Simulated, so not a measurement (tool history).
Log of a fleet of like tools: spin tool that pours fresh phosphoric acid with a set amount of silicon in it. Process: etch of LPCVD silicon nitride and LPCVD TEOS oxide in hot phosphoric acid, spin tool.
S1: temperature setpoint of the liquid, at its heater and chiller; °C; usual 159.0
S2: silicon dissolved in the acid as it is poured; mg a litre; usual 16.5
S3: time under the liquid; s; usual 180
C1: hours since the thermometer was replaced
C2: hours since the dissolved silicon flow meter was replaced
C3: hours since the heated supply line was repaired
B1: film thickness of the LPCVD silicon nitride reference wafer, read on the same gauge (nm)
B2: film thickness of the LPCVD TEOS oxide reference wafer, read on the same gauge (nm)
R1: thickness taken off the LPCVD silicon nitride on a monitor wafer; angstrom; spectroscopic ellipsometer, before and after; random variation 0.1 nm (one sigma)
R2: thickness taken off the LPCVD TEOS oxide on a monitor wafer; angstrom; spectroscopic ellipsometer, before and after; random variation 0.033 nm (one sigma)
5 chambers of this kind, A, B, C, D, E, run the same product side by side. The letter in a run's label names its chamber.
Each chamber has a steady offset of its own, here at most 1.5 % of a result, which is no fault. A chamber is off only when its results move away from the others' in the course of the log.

run	hour	S1	S2	S3	C1	C2	C3	B1	B2	R1	R2
1A	7.9	159.0	16.5	180	1058.2	799.8	225.9	100.030	80.004	158.09	6.3274
2C	15.8	159.0	16.5	180	1617.6	146.4	562.4	100.020	80.023	159.99	6.2702
3E	21.9	159.0	16.5	180	54.0	1134.6	1231.4	100.000	79.991	157.63	6.1811
# hour 28.3: chamber B: heated supply line repaired
4D	28.9	159.0	16.5	180	1118.8	2101.0	605.5	99.997	79.974	156.69	6.4055
5B	35.3	159.0	16.5	180	92.1	320.4	7.0	100.010	79.994	159.23	6.0704
6D	43.4	159.0	16.5	180	1133.3	2115.5	620.0	100.050	80.033	158.64	6.3981
7B	47.5	159.0	16.5	180	104.3	332.6	19.2	100.030	79.988	158.78	6.2294
8C	52.4	159.0	16.5	180	1654.2	183.0	599.0	99.984	80.046	160.41	7.0741
9A	57.6	159.0	16.5	180	1107.9	849.5	275.6	99.995	79.976	158.32	6.6605
10E	62.5	159.0	16.5	180	94.6	1175.2	1272.0	99.999	79.968	157.29	6.4123
11D	68.6	159.0	16.5	180	1158.5	2140.7	645.2	99.985	80.043	157.38	6.4411
12B	76.4	159.0	16.5	180	133.2	361.5	48.1	99.993	79.998	158.18	6.1230
13C	80.6	159.0	16.5	180	1682.4	211.2	627.2	99.957	79.978	155.96	6.0514
14A	85.0	159.0	16.5	180	1135.3	876.9	303.0	99.992	80.053	156.49	6.4413
15E	90.7	159.0	16.5	180	122.8	1203.4	1300.2	100.010	80.035	156.58	6.4703
16D	99.8	159.0	16.5	180	1189.7	2171.9	676.4	100.030	79.999	156.67	6.4888
17B	105.5	159.0	16.5	180	162.3	390.6	77.2	99.967	79.956	156.30	5.6891
18E	113.4	159.0	16.5	180	145.5	1226.1	1322.9	99.986	80.016	158.20	6.5663
19C	119.1	159.0	16.5	180	1720.9	249.7	665.7	100.020	80.015	156.58	6.3558
20A	125.9	159.0	16.5	180	1176.2	917.8	343.9	100.010	80.028	158.52	5.9440
21A	130.5	159.0	16.5	180	1180.8	922.4	348.5	100.040	79.975	157.08	5.6088
22C	136.1	159.0	16.5	180	1737.9	266.7	682.7	99.991	79.993	159.68	6.7334
23B	143.1	159.0	16.5	180	199.9	428.2	114.8	100.000	79.987	159.00	6.5291
24E	148.6	156.5	21.5	180	180.7	1261.3	1358.1	99.981	80.014	143.59	4.6186
25D	152.7	156.5	21.5	180	1242.6	2224.8	729.3	99.992	79.995	143.02	4.8146
26C	161.2	156.5	21.5	180	1763.0	291.8	707.8	99.963	79.982	146.56	4.6331
27B	167.2	156.5	21.5	180	224.0	452.3	138.9	100.010	80.002	143.43	4.3903
28E	173.5	156.5	21.5	180	205.6	1286.2	1383.0	99.984	80.015	142.64	4.5122
29A	182.4	159.0	25.5	135	1232.7	974.3	400.4	100.030	80.023	117.69	3.4628
30D	189.5	159.0	25.5	135	1279.4	2261.6	766.1	100.020	79.980	118.38	3.6171
31E	198.1	159.0	25.5	135	230.2	1310.8	1407.6	100.020	79.995	116.46	3.5632
32B	206.6	159.0	25.5	135	263.4	491.7	178.3	99.966	80.022	118.03	3.4837
33D	210.6	159.0	25.5	135	1300.5	2282.7	787.2	100.020	80.014	117.57	3.3544
34C	217.8	159.0	16.5	180	1819.6	348.4	764.4	100.060	80.027	156.93	5.6131
35A	226.1	159.0	16.5	180	1276.4	1018.0	444.1	100.000	79.978	157.65	6.1184
36B	233.3	159.0	20.5	180	290.1	518.4	205.0	99.997	80.003	158.15	5.5342
37C	239.5	159.0	20.5	180	1841.3	370.1	786.1	99.985	79.968	156.68	5.3181
38D	244.0	159.0	20.5	180	1333.9	2316.1	820.6	100.000	80.015	157.95	5.6900
39A	251.4	159.0	20.5	180	1301.7	1043.3	469.4	99.956	79.986	155.97	5.6186

What goes on in this fleet: one chamber off, a drifting gauge, or nothing beyond the chambers' own small offsets? Name the chamber and the cause, if any.

No chamber stands off beyond its own small offset, and the gauge holds steady.
